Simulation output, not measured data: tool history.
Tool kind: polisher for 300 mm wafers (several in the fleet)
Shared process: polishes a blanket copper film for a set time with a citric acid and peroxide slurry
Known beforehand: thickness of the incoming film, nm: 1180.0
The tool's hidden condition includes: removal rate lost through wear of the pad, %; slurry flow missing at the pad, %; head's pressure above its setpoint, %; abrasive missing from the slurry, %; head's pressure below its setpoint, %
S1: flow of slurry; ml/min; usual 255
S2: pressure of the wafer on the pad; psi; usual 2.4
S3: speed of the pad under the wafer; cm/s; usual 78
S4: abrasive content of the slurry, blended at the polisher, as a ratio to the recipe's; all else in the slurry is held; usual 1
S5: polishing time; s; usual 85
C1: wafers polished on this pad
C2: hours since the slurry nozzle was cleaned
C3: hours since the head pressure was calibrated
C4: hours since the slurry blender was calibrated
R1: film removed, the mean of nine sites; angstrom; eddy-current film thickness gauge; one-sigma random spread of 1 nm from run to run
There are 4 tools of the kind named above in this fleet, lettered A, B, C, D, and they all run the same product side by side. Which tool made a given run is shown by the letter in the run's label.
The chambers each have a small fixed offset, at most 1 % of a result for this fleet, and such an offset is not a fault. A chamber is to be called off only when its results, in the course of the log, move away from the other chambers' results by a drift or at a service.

run,hour,S1,S2,S3,S4,S5,C1,C2,C3,C4,R1
# hour 4.4: chamber A: worn pad replaced by a new one
1A,5.9,255,2.4,78,1,85,11,716.3,1146.8,15.2,1122
2D,11.5,255,2.4,78,1,85,913,136.3,747.5,32.7,1136.6
3B,15.1,255,2.4,78,1,85,475,116.1,171.8,253.8,1107
# hour 16.5: chamber C: worn pad replaced by a new one
4C,18.9,255,2.4,78,1,85,19,46.1,595.7,267.2,1105.4
5A,25.6,255,2.4,78,1,85,166,736,1166.5,34.9,1102.2
6C,33.5,255,2.4,78,1,85,133,60.7,610.3,281.8,1133.7
7D,40.2,255,2.4,78,1,85,1138,165,776.2,61.4,1130.3
8B,48.2,255,2.4,78,1,85,735,149.2,204.9,286.9,1100.9
# hour 50: chamber B: slurry blender recalibrated
9D,52.7,255,2.4,78,1,85,1237,177.5,788.7,73.9,1092.9
10A,59.7,255,2.4,78,1,85,434,770.1,1200.6,69,1111.9
11C,67.3,255,2.4,78,1,85,399,94.5,644.1,315.6,1124.4
# hour 69.9: chamber D: worn pad replaced by a new one
12B,73.1,255,2.4,96,1,85,931,174.1,229.8,23.2,1370.2
13A,77.3,255,2.4,96,1,85,572,787.7,1218.2,86.6,1372.6
# hour 84.2: chamber A: worn pad replaced by a new one
14D,84.4,255,2.4,96,1,85,114,209.2,820.4,105.6,1373.5
15B,88.4,255,2.4,96,1,85,1051,189.4,245.1,38.5,1383
# hour 90.8: chamber C: worn pad replaced by a new one
16C,95.4,255,2.4,78,1,85,36,122.6,672.2,343.7,1114
17A,101.1,255,2.4,78,1,85,133,811.5,1242,110.4,1112.6
18D,109.2,255,2.4,78,1,85,308,234,845.2,130.4,1106
# hour 110.5: chamber A: slurry blender recalibrated
19C,114.5,255,2.4,78,1,85,186,141.7,691.3,362.8,1119.1
# hour 115.4: chamber C: slurry blender recalibrated
20B,119.3,255,2.4,78,1,85,1294,220.3,276,69.4,1119.2
21A,122.8,255,1.8,64,1,85,303,833.2,1263.7,12.3,699.11
# hour 130.4: chamber B: worn pad replaced by a new one
22D,130.5,255,1.8,64,1,85,476,255.3,866.5,151.7,716.15
23B,137.3,255,1.8,64,1,85,54,238.3,294,87.4,704.13
# hour 140.7: chamber C: head pressure recalibrated
24C,144.8,255,1.8,64,1,85,424,172,4.2,29.5,656.3
25C,150.8,255,2.4,78,1,85,471,178,10.2,35.5,1024.1
26D,156.9,255,2.4,78,1,85,683,281.7,892.9,178.1,1109.9
27B,165,255,2.4,78,1,85,272,266,321.7,115.1,1116.8
28A,171.8,255,2.4,78,1,85,688,882.2,1312.7,61.3,1108
# hour 177.5: chamber A: worn pad replaced by a new one
29A,178.7,255,2.4,78,1,85,9,889.1,1319.6,68.2,1098
# hour 182.4: chamber C: worn pad replaced by a new one
30B,184.4,255,2.4,78,1,85,424,285.4,341.1,134.5,1096.6
31C,188.4,255,2.4,78,1,85,47,215.6,47.8,73.1,1032.6
32D,195,255,2.4,78,1,85,982,319.8,931,216.2,1133.9
33D,199.9,255,2.4,78,1,85,1021,324.7,935.9,221.1,1131
34C,204.5,255,2.4,78,1,85,174,231.7,63.9,89.2,1033.8
35B,210.3,255,2.4,78,1,85,627,311.3,367,160.4,1091.3
# hour 211.4: chamber A: slurry nozzle cleaned
36A,215.2,255,2.4,78,1,85,296,3.8,1356.1,104.7,1112
37C,222.4,255,2.4,78,1,85,314,249.6,81.8,107.1,1026.7
38B,229.4,290,2.4,78,0.85,85,777,330.4,386.1,179.5,1063.6

Next, all 4 chambers run the settings below, one line each with question marks for the results. What does each chamber give?
39A,235.3,255,2.4,78,1,85,,,,,?
39B,235.3,255,2.4,78,1,85,,,,,?
39C,235.3,255,2.4,78,1,85,,,,,?
39D,235.3,255,2.4,78,1,85,,,,,?

run,R1
39A,1142.3
39B,1110.4
39C,1031.2
39D,1131.2

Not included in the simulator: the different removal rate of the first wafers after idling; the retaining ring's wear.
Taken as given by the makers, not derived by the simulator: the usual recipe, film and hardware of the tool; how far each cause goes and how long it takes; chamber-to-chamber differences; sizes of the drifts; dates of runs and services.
